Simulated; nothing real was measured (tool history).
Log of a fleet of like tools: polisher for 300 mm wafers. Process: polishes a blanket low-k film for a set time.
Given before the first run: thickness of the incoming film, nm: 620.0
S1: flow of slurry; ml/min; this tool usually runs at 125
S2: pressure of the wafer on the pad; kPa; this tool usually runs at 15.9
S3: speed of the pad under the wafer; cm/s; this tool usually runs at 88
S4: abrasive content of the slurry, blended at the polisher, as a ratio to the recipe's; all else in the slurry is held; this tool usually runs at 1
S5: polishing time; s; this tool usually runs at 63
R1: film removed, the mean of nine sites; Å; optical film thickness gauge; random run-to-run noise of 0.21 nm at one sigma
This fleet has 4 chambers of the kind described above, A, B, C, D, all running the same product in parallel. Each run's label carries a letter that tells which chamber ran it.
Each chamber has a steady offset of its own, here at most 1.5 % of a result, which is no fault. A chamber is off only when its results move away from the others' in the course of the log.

run   hour   S1    S2  S3    S4  S5      R1
 1D    7.1  125  15.9  88     1  63  238.82
 2C   11.8  125  15.9  88     1  63  235.86
      13.4  -- chamber A: worn pad replaced by a new one
 3A   18.6  125  15.9  88     1  63  236.24
 4B   23.3  125  15.9  88     1  63  241.04
      30.7  -- chamber B: slurry blender recalibrated
        31  -- chamber A: slurry blender recalibrated
 5D   32.1  125  15.9  88     1  63   239.7
 6B   37.9  125  15.9  88     1  63  236.86
 7C   42.9  125  15.9  88     1  63  236.27
      47.7  -- chamber D: worn pad replaced by a new one
      49.6  -- chamber D: slurry nozzle cleaned
 8A   50.1  125  15.9  88     1  63  234.85
 9D   54.9  125  15.9  88     1  63  235.91
10A   59.9  125  15.9  88     1  63  236.26
      68.6  -- chamber D: slurry blender recalibrated
11B   68.8  125  15.9  62  0.85  63  168.04
12C   75.4  125  15.9  62  0.85  63  164.81
      82.8  -- chamber D: conditioning disc replaced and pad reconditioned
      83.1  -- chamber B: conditioning disc replaced and pad reconditioned
13A   84.1  125  15.9  62  0.85  63  166.59
14D   90.3  125  15.9  62  0.85  63  165.89
      94.8  -- chamber C: worn pad replaced by a new one
15C   97.9  125  15.9  88     1  63  234.93
16B  106.2  125  15.9  88     1  63  235.85
17D  112.1  125  15.9  88     1  63  237.82
18B  116.6  125  15.9  88     1  63  233.11
19C  121.7  125  15.9  88     1  63  235.29
20A  126.5  125  15.9  88     1  63  237.22
21B  131.5  125  15.9  64     1  84  241.63
     134.3  -- chamber D: worn pad replaced by a new one
22C  140.2  125  15.9  64     1  84  240.87
     141.3  -- chamber A: worn pad replaced by a new one
23A  144.2  125  15.9  64     1  84  248.61
24D    152  125  15.9  64     1  84  243.12
25C  159.7  125  15.9  88     1  63  237.28
     161.1  -- chamber C: conditioning disc replaced and pad reconditioned
26A  167.9  125  15.9  88     1  63  239.75
27D  173.4  125  15.9  88     1  63  241.13
28B  180.2  125  15.9  88     1  63  227.67
     185.7  -- chamber B: conditioning disc replaced and pad reconditioned
29D  188.7  125  15.9  88   1.1  75  294.57
30B    196  125  15.9  88   1.1  75  281.29
31C  204.9  125  15.9  88   1.1  75  293.23
32A  210.9  125  15.9  88   1.1  75  296.74
     214.9  -- chamber D: worn pad replaced by a new one
33D  217.1  150  15.9  88     1  63  246.86
34A  223.3  150  15.9  88     1  63  246.01
     225.2  -- chamber A: head pressure recalibrated
     226.3  -- chamber C: worn pad replaced by a new one
35B  227.4  150  15.9  88     1  63  225.89
     227.9  -- chamber D: conditioning disc replaced and pad reconditioned
36C  232.2  150  15.9  88     1  63  245.09
37C  237.9  125  15.9  88   1.3  77  322.35
38D  242.8  125  15.9  88   1.3  77  324.86
39A  250.9  125  15.9  88   1.3  77   322.2

Predict what each chamber gives when all 4 of them run the settings below next.
40A  257.3  125  15.9  88   1  70   ?
40B  257.3  125  15.9  88   1  70   ?
40C  257.3  125  15.9  88   1  70   ?
40D  257.3  125  15.9  88   1  70   ?

run      R1
40A  260.98
40B  246.13
40C  260.18
40D  264.15
